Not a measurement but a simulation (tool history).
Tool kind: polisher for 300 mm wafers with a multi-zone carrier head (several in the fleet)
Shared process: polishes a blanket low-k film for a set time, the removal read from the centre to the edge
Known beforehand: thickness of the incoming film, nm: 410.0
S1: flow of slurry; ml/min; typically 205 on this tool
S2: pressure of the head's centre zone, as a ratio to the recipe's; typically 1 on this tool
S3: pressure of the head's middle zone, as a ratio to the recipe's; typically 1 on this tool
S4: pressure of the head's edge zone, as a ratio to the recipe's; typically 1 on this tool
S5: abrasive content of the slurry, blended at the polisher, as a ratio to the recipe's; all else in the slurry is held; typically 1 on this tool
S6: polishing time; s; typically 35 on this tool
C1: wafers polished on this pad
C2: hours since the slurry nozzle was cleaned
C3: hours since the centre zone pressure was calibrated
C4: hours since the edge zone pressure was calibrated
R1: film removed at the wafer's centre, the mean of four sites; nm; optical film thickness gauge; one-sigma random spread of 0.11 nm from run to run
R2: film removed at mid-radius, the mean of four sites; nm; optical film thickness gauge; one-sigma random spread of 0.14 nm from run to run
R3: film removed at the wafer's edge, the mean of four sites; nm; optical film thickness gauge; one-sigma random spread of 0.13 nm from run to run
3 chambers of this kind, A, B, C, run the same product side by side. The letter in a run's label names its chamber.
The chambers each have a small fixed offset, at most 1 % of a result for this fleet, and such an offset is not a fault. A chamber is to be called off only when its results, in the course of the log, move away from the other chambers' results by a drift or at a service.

{"run": "1B", "day": 0.354, "S1": 205, "S2": 1, "S3": 1, "S4": 1, "S5": 1, "S6": 35, "C1": 525, "C2": 395.3, "C3": 788.6, "C4": 87.1, "R1": 12.899, "R2": 13.403, "R3": 13.555}
{"run": "2C", "day": 0.579, "S1": 205, "S2": 1, "S3": 1, "S4": 1, "S5": 1, "S6": 35, "C1": 252, "C2": 279.1, "C3": 48, "C4": 13.9, "R1": 13.229, "R2": 13.251, "R3": 13.34}
{"day": 0.608, "done": "chamber B: centre zone pressure recalibrated"}
{"run": "3A", "day": 0.738, "S1": 205, "S2": 1, "S3": 1, "S4": 1, "S5": 1, "S6": 35, "C1": 1086, "C2": 207.5, "C3": 293.3, "C4": 790.5, "R1": 13.103, "R2": 12.984, "R3": 13.278}
{"day": 0.833, "done": "chamber B: worn pad replaced by a new one"}
{"run": "4C", "day": 1.004, "S1": 205, "S2": 1, "S3": 1, "S4": 1, "S5": 1, "S6": 35, "C1": 346, "C2": 289.3, "C3": 58.2, "C4": 24.1, "R1": 13.386, "R2": 13.334, "R3": 13.472}
{"run": "5A", "day": 1.292, "S1": 205, "S2": 1.09, "S3": 1, "S4": 1, "S5": 1.15, "S6": 35, "C1": 1209, "C2": 220.8, "C3": 306.6, "C4": 803.8, "R1": 15.661, "R2": 14.247, "R3": 13.965}
{"run": "6B", "day": 1.617, "S1": 205, "S2": 1.09, "S3": 1, "S4": 1, "S5": 1.15, "S6": 35, "C1": 173, "C2": 425.6, "C3": 24.2, "C4": 117.4, "R1": 15.536, "R2": 14.214, "R3": 14.186}
{"run": "7B", "day": 1.85, "S1": 205, "S2": 1.09, "S3": 1, "S4": 1, "S5": 1.15, "S6": 35, "C1": 224, "C2": 431.2, "C3": 29.8, "C4": 123, "R1": 15.589, "R2": 14.344, "R3": 13.958}
{"run": "8C", "day": 2.1, "S1": 205, "S2": 1, "S3": 1, "S4": 1, "S5": 1, "S6": 35, "C1": 588, "C2": 315.6, "C3": 84.5, "C4": 50.4, "R1": 13.275, "R2": 13.418, "R3": 13.324}
{"run": "9A", "day": 2.433, "S1": 205, "S2": 1, "S3": 1, "S4": 1, "S5": 1, "S6": 35, "C1": 1461, "C2": 248.2, "C3": 334, "C4": 831.2, "R1": 13.302, "R2": 13.496, "R3": 13.491}
{"run": "10C", "day": 2.608, "S1": 205, "S2": 1, "S3": 1, "S4": 1, "S5": 1, "S6": 35, "C1": 700, "C2": 327.8, "C3": 96.7, "C4": 62.6, "R1": 13.238, "R2": 13.375, "R3": 13.366}
{"day": 2.8, "done": "chamber A: worn pad replaced by a new one"}
{"run": "11A", "day": 2.829, "S1": 205, "S2": 1, "S3": 1, "S4": 1, "S5": 1, "S6": 35, "C1": 7, "C2": 257.7, "C3": 343.5, "C4": 840.7, "R1": 13.444, "R2": 13.105, "R3": 13.151}
{"run": "12B", "day": 3.171, "S1": 205, "S2": 1, "S3": 1, "S4": 1, "S5": 1, "S6": 35, "C1": 516, "C2": 462.9, "C3": 61.5, "C4": 154.7, "R1": 13.071, "R2": 13.317, "R3": 13.138}
{"day": 3.362, "done": "chamber B: worn pad replaced by a new one"}
{"run": "13B", "day": 3.462, "S1": 205, "S2": 1, "S3": 1, "S4": 1, "S5": 1, "S6": 35, "C1": 22, "C2": 469.9, "C3": 68.5, "C4": 161.7, "R1": 13.272, "R2": 13.45, "R3": 13.208}
{"run": "14C", "day": 3.742, "S1": 235, "S2": 1, "S3": 1, "S4": 1, "S5": 1, "S6": 35, "C1": 951, "C2": 355, "C3": 123.9, "C4": 89.8, "R1": 13.75, "R2": 13.462, "R3": 13.653}
{"run": "15A", "day": 3.938, "S1": 235, "S2": 1, "S3": 1, "S4": 1, "S5": 1, "S6": 35, "C1": 252, "C2": 284.3, "C3": 370.1, "C4": 867.3, "R1": 13.882, "R2": 13.54, "R3": 13.54}
{"run": "16B", "day": 4.271, "S1": 235, "S2": 1, "S3": 1, "S4": 1, "S5": 1, "S6": 35, "C1": 200, "C2": 489.3, "C3": 87.9, "C4": 181.1, "R1": 13.487, "R2": 13.721, "R3": 13.489}
{"run": "17C", "day": 4.446, "S1": 205, "S2": 1, "S3": 1, "S4": 1, "S5": 1, "S6": 35, "C1": 1106, "C2": 371.9, "C3": 140.8, "C4": 106.7, "R1": 13.287, "R2": 13.152, "R3": 13.386}
{"day": 4.65, "done": "chamber C: worn pad replaced by a new one"}
{"run": "18A", "day": 4.683, "S1": 255, "S2": 1.11, "S3": 1, "S4": 1, "S5": 1, "S6": 35, "C1": 417, "C2": 302.2, "C3": 388, "C4": 885.2, "R1": 15.701, "R2": 13.484, "R3": 13.456}
{"run": "19B", "day": 4.992, "S1": 255, "S2": 1.11, "S3": 1, "S4": 1, "S5": 1, "S6": 35, "C1": 360, "C2": 506.6, "C3": 105.2, "C4": 198.4, "R1": 15.322, "R2": 13.891, "R3": 13.573}
{"run": "20C", "day": 5.312, "S1": 255, "S2": 1.11, "S3": 1, "S4": 1, "S5": 1, "S6": 35, "C1": 147, "C2": 392.7, "C3": 161.6, "C4": 127.5, "R1": 15.205, "R2": 13.641, "R3": 13.608}
{"run": "21A", "day": 5.667, "S1": 205, "S2": 1, "S3": 1, "S4": 1, "S5": 1, "S6": 35, "C1": 634, "C2": 325.8, "C3": 411.6, "C4": 908.8, "R1": 14.063, "R2": 13.041, "R3": 13.521}
{"run": "22A", "day": 5.904, "S1": 205, "S2": 1, "S3": 1, "S4": 1, "S5": 1, "S6": 35, "C1": 686, "C2": 331.5, "C3": 417.3, "C4": 914.5, "R1": 13.778, "R2": 13.108, "R3": 13.313}
{"run": "23C", "day": 6.071, "S1": 205, "S2": 1, "S3": 1, "S4": 1, "S5": 1, "S6": 35, "C1": 314, "C2": 410.9, "C3": 179.8, "C4": 145.7, "R1": 13.205, "R2": 13.074, "R3": 13.309}
{"run": "24B", "day": 6.312, "S1": 205, "S2": 1, "S3": 1, "S4": 1, "S5": 1, "S6": 35, "C1": 651, "C2": 538.3, "C3": 136.9, "C4": 230.1, "R1": 13.261, "R2": 13.358, "R3": 13.473}
{"day": 6.517, "done": "chamber B: worn pad replaced by a new one"}
{"run": "25C", "day": 6.646, "S1": 205, "S2": 1, "S3": 1, "S4": 1, "S5": 1, "S6": 35, "C1": 441, "C2": 424.7, "C3": 193.6, "C4": 159.5, "R1": 13.157, "R2": 13.416, "R3": 13.339}
{"run": "26A", "day": 6.817, "S1": 205, "S2": 1, "S3": 1, "S4": 1, "S5": 1, "S6": 35, "C1": 888, "C2": 353.4, "C3": 439.2, "C4": 936.4, "R1": 14.06, "R2": 13.151, "R3": 13.122}
{"run": "27B", "day": 7.138, "S1": 205, "S2": 1, "S3": 1, "S4": 1, "S5": 1, "S6": 35, "C1": 137, "C2": 558.1, "C3": 156.7, "C4": 249.9, "R1": 13.301, "R2": 13.258, "R3": 13.226}
{"run": "28B", "day": 7.421, "S1": 205, "S2": 1, "S3": 1.1, "S4": 1, "S5": 0.85, "S6": 35, "C1": 199, "C2": 564.9, "C3": 163.5, "C4": 256.7, "R1": 12.076, "R2": 13.697, "R3": 12.168}
{"run": "29C", "day": 7.592, "S1": 205, "S2": 1, "S3": 1.1, "S4": 1, "S5": 0.85, "S6": 35, "C1": 650, "C2": 447.4, "C3": 216.3, "C4": 182.2, "R1": 12.234, "R2": 13.218, "R3": 12.256}
{"run": "30A", "day": 7.808, "S1": 205, "S2": 1, "S3": 1.1, "S4": 1, "S5": 0.85, "S6": 35, "C1": 1107, "C2": 377.2, "C3": 463, "C4": 960.2, "R1": 13.359, "R2": 13.465, "R3": 12.167}
{"run": "31A", "day": 8.133, "S1": 205, "S2": 1, "S3": 1, "S4": 1, "S5": 1, "S6": 35, "C1": 1179, "C2": 385, "C3": 470.8, "C4": 968, "R1": 14.475, "R2": 13.105, "R3": 13.447}
{"run": "32B", "day": 8.3, "S1": 205, "S2": 1, "S3": 1, "S4": 1, "S5": 1, "S6": 35, "C1": 394, "C2": 586, "C3": 184.6, "C4": 277.8, "R1": 13.337, "R2": 13.401, "R3": 13.412}
{"run": "33C", "day": 8.512, "S1": 205, "S2": 1, "S3": 1, "S4": 1, "S5": 0.85, "S6": 35, "C1": 854, "C2": 469.5, "C3": 238.4, "C4": 204.3, "R1": 12.133, "R2": 12.306, "R3": 12.447}
{"run": "34A", "day": 8.7, "S1": 205, "S2": 1, "S3": 1, "S4": 1, "S5": 0.85, "S6": 35, "C1": 1304, "C2": 398.6, "C3": 484.4, "C4": 981.6, "R1": 13.491, "R2": 11.997, "R3": 12.273}

All 3 chambers run these settings next. Forecast each chamber's results:
{"run": "35A", "day": 8.958, "S1": 205, "S2": 1, "S3": 1, "S4": 1, "S5": 1, "S6": 35, "R1": "?", "R2": "?", "R3": "?"}
{"run": "35B", "day": 8.958, "S1": 205, "S2": 1, "S3": 1, "S4": 1, "S5": 1, "S6": 35, "R1": "?", "R2": "?", "R3": "?"}
{"run": "35C", "day": 8.958, "S1": 205, "S2": 1, "S3": 1, "S4": 1, "S5": 1, "S6": 35, "R1": "?", "R2": "?", "R3": "?"}

run=35A R1=14.75 R2=12.99 R3=13.188
run=35B R1=13.265 R2=13.739 R3=13.202
run=35C R1=13.286 R2=13.242 R3=13.37
